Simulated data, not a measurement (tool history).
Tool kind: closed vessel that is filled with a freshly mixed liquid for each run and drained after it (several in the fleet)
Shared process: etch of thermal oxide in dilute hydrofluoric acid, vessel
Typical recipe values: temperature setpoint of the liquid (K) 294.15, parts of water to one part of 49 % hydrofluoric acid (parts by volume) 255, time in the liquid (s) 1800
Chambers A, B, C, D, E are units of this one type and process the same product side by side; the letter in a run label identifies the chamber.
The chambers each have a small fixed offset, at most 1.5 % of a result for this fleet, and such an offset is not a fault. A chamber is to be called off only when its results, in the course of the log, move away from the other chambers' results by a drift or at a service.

run,day,temperature setpoint of the liquid (K),parts of water to one part of 49 % hydrofluoric acid (parts by volume),time in the liquid (s),hours since the thermometer was replaced,hours since the hydrofluoric acid flow meter was replaced,"read-back film thickness of the thermal oxide reference wafer, read on the same gauge (nm)",thickness taken off the thermal oxide on a monitor wafer (Å)
1B,0.175,294.15,255,1800,318.7,934.5,130,243.15
2C,0.479,294.15,255,1800,213.4,675.2,129.97,247.48
3D,0.717,294.15,255,1800,915.1,265.3,130.05,241.28
4A,0.917,294.15,255,1800,281.4,1296.2,130.02,246.55
5E,1.075,294.15,255,1800,812.7,117,130.01,247.12
6D,1.246,294.15,255,1800,927.8,278,129.98,248.75
7B,1.55,294.15,255,1800,351.7,967.5,130.02,242.49
8A,1.812,294.15,255,1800,302.9,1317.7,129.96,245.11
9E,2.146,294.15,255,1800,838.4,142.7,130,248.76
10C,2.438,294.15,255,1800,260.4,722.2,129.98,248.28
11C,2.7,294.15,255,1800,266.7,728.5,130.01,246.74
12E,2.9,291.65,330,1800,856.5,160.8,130,164.42
13D,3.146,291.65,330,1800,973.4,323.6,130,160.11
14A,3.417,291.65,330,1800,341.4,1356.2,130.04,162.55
15B,3.746,291.65,330,1800,404.4,1020.2,129.99,159.61
16D,4.071,291.65,330,1800,995.6,345.8,130.01,161.28
17C,4.321,294.15,255,1800,305.6,767.4,129.96,249.59
18A,4.667,294.15,255,1800,371.4,1386.2,129.98,243.96
19E,4.912,294.15,255,1800,904.8,209.1,129.99,245.4
20B,5.088,294.15,255,1800,436.6,1052.4,130.01,240.88
21E,5.292,294.15,255,1800,913.9,218.2,129.97,248.34
22A,5.5,294.15,255,1800,391.4,1406.2,130.01,248.58
23B,5.771,294.15,255,1800,453,1068.8,129.99,246.38
24D,5.962,294.15,255,1800,1041,391.2,129.97,248.75
25C,6.271,294.15,255,1800,352.4,814.2,130,251.98
# day 6.521: chamber A: hydrofluoric acid flow meter replaced
26D,6.554,299.15,155,1800,1055.2,405.4,129.99,543.15
27E,6.892,299.15,155,1800,952.3,256.6,130,550.14
28A,7.129,299.15,155,1800,430.5,14.7,129.98,541.8
29C,7.45,299.15,155,1800,380.7,842.5,130.02,539.52
30B,7.729,299.15,155,1800,500,1115.8,130.03,532.12
31D,7.917,294.15,255,1800,1087.9,438.1,129.99,244.47
32B,8.1,294.15,255,1800,508.9,1124.7,130.03,242.42
33C,8.329,294.15,255,1800,401.8,863.6,130.02,248.79
34A,8.6,294.15,255,1195,465.8,50,130.03,161.97
35E,8.8,294.15,255,1195,998.1,302.4,130,161.7

Is one chamber out of step, is the gauge drifting, or do the chambers differ by no more than their own small offsets? For an off chamber, give its letter and the likeliest cause.

No chamber is off and the gauge is stable; the differences are just each chamber's small, constant offset.
